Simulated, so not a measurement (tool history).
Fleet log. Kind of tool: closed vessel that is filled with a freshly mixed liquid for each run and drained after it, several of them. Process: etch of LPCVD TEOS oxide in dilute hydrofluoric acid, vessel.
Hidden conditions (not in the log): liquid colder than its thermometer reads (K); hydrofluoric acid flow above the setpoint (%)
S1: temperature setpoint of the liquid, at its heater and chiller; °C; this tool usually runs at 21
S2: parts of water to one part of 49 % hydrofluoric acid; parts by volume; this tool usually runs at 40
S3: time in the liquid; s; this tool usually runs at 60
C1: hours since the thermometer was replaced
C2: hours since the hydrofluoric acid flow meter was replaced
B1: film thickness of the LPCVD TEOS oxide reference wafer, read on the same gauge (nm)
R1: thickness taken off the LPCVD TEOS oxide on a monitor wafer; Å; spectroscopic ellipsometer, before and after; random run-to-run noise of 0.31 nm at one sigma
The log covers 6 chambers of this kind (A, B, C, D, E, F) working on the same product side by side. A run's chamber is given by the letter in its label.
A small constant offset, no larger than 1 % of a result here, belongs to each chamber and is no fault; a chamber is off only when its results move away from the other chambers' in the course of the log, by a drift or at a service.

run 1E hour=8.0 | S1=21 S2=40 S3=60 | C1=1143.0 C2=1161.6 | B1=110.00 | R1=796.77
run 2C hour=17.2 | S1=21 S2=40 S3=60 | C1=419.7 C2=1945.5 | B1=110.00 | R1=791.98
run 3F hour=26.2 | S1=21 S2=40 S3=60 | C1=446.4 C2=2099.5 | B1=110.05 | R1=811.52
run 4D hour=31.8 | S1=21 S2=40 S3=60 | C1=731.2 C2=1141.5 | B1=109.99 | R1=809.25
run 5B hour=36.3 | S1=21 S2=20 S3=35 | C1=834.4 C2=562.6 | B1=109.99 | R1=950.92
run 6A hour=44.5 | S1=21 S2=20 S3=35 | C1=363.6 C2=828.5 | B1=109.97 | R1=968.88
run 7F hour=52.5 | S1=21 S2=20 S3=35 | C1=472.7 C2=2125.8 | B1=110.03 | R1=951.05
run 8A hour=59.4 | S1=21 S2=20 S3=35 | C1=378.5 C2=843.4 | B1=110.00 | R1=961.48
run 9E hour=66.2 | S1=21 S2=20 S3=35 | C1=1201.2 C2=1219.8 | B1=109.99 | R1=962.62
run 10B hour=76.0 | S1=21 S2=20 S3=35 | C1=874.1 C2=602.3 | B1=109.98 | R1=959.29
run 11D hour=83.0 | S1=21 S2=40 S3=60 | C1=782.4 C2=1192.7 | B1=109.99 | R1=800.36
run 12C hour=90.0 | S1=21 S2=40 S3=60 | C1=492.5 C2=2018.3 | B1=110.04 | R1=801.42
run 13F hour=99.1 | S1=21 S2=40 S3=60 | C1=519.3 C2=2172.4 | B1=110.00 | R1=814.09
run 14E hour=103.3 | S1=21 S2=40 S3=60 | C1=1238.3 C2=1256.9 | B1=110.02 | R1=798.54
run 15C hour=109.2 | S1=21 S2=40 S3=60 | C1=511.7 C2=2037.5 | B1=110.01 | R1=793.39
run 16D hour=116.1 | S1=21 S2=40 S3=60 | C1=815.5 C2=1225.8 | B1=110.01 | R1=806.86
run 17A hour=125.7 | S1=21 S2=40 S3=60 | C1=444.8 C2=909.7 | B1=110.00 | R1=811.58
run 18B hour=131.4 | S1=21 S2=40 S3=60 | C1=929.5 C2=657.7 | B1=109.98 | R1=804.95
-- hour=132.9 chamber F: hydrofluoric acid flow meter replaced
run 19B hour=138.4 | S1=21 S2=40 S3=60 | C1=936.5 C2=664.7 | B1=109.99 | R1=806.60
-- hour=139.6 chamber A: hydrofluoric acid flow meter replaced
run 20D hour=143.4 | S1=17 S2=50 S3=60 | C1=842.8 C2=1253.1 | B1=110.00 | R1=531.70
run 21E hour=148.8 | S1=17 S2=50 S3=60 | C1=1283.8 C2=1302.4 | B1=110.01 | R1=530.90
run 22F hour=156.5 | S1=17 S2=50 S3=60 | C1=576.7 C2=23.6 | B1=110.00 | R1=540.64
run 23C hour=165.3 | S1=17 S2=50 S3=60 | C1=567.8 C2=2093.6 | B1=110.02 | R1=530.70
run 24A hour=170.5 | S1=17 S2=50 S3=60 | C1=489.6 C2=30.9 | B1=110.00 | R1=533.36
run 25F hour=179.9 | S1=17 S2=50 S3=60 | C1=600.1 C2=47.0 | B1=109.97 | R1=539.97
run 26B hour=187.2 | S1=21 S2=55 S3=95 | C1=985.3 C2=713.5 | B1=110.03 | R1=918.10
run 27D hour=192.9 | S1=21 S2=55 S3=95 | C1=892.3 C2=1302.6 | B1=110.03 | R1=906.38
run 28A hour=199.6 | S1=21 S2=55 S3=95 | C1=518.7 C2=60.0 | B1=110.03 | R1=908.00
-- hour=204.4 chamber C: hydrofluoric acid flow meter replaced
run 29E hour=205.6 | S1=21 S2=55 S3=95 | C1=1340.6 C2=1359.2 | B1=110.00 | R1=895.87
run 30C hour=213.4 | S1=21 S2=55 S3=95 | C1=615.9 C2=9.0 | B1=109.96 | R1=901.63
run 31B hour=221.6 | S1=21 S2=55 S3=95 | C1=1019.7 C2=747.9 | B1=109.95 | R1=915.70
run 32E hour=230.4 | S1=21 S2=40 S3=60 | C1=1365.4 C2=1384.0 | B1=110.05 | R1=798.92
run 33F hour=237.9 | S1=21 S2=30 S3=40 | C1=658.1 C2=105.0 | B1=109.95 | R1=724.29
run 34A hour=243.1 | S1=21 S2=30 S3=40 | C1=562.2 C2=103.5 | B1=109.97 | R1=722.56
run 35C hour=248.0 | S1=21 S2=30 S3=40 | C1=650.5 C2=43.6 | B1=110.01 | R1=723.15
run 36D hour=252.9 | S1=21 S2=30 S3=40 | C1=952.3 C2=1362.6 | B1=109.98 | R1=731.87
run 37F hour=260.7 | S1=21 S2=30 S3=40 | C1=680.9 C2=127.8 | B1=109.99 | R1=719.63
run 38A hour=266.5 | S1=21 S2=30 S3=40 | C1=585.6 C2=126.9 | B1=109.98 | R1=722.35
run 39E hour=275.1 | S1=21 S2=40 S3=60 | C1=1410.1 C2=1428.7 | B1=110.03 | R1=798.15
run 40C hour=282.8 | S1=21 S2=40 S3=60 | C1=685.3 C2=78.4 | B1=110.01 | R1=798.53
run 41D hour=288.3 | S1=21 S2=40 S3=60 | C1=987.7 C2=1398.0 | B1=109.92 | R1=809.53
run 42B hour=297.6 | S1=21 S2=40 S3=60 | C1=1095.7 C2=823.9 | B1=110.00 | R1=809.27

Which is it: a chamber that has drifted or been left off by a service, a gauge drift common to all chambers, or only each chamber's usual small offset? If a chamber is off, name it and its likeliest cause.

No chamber is off and the gauge is stable; the differences are just each chamber's small, constant offset.
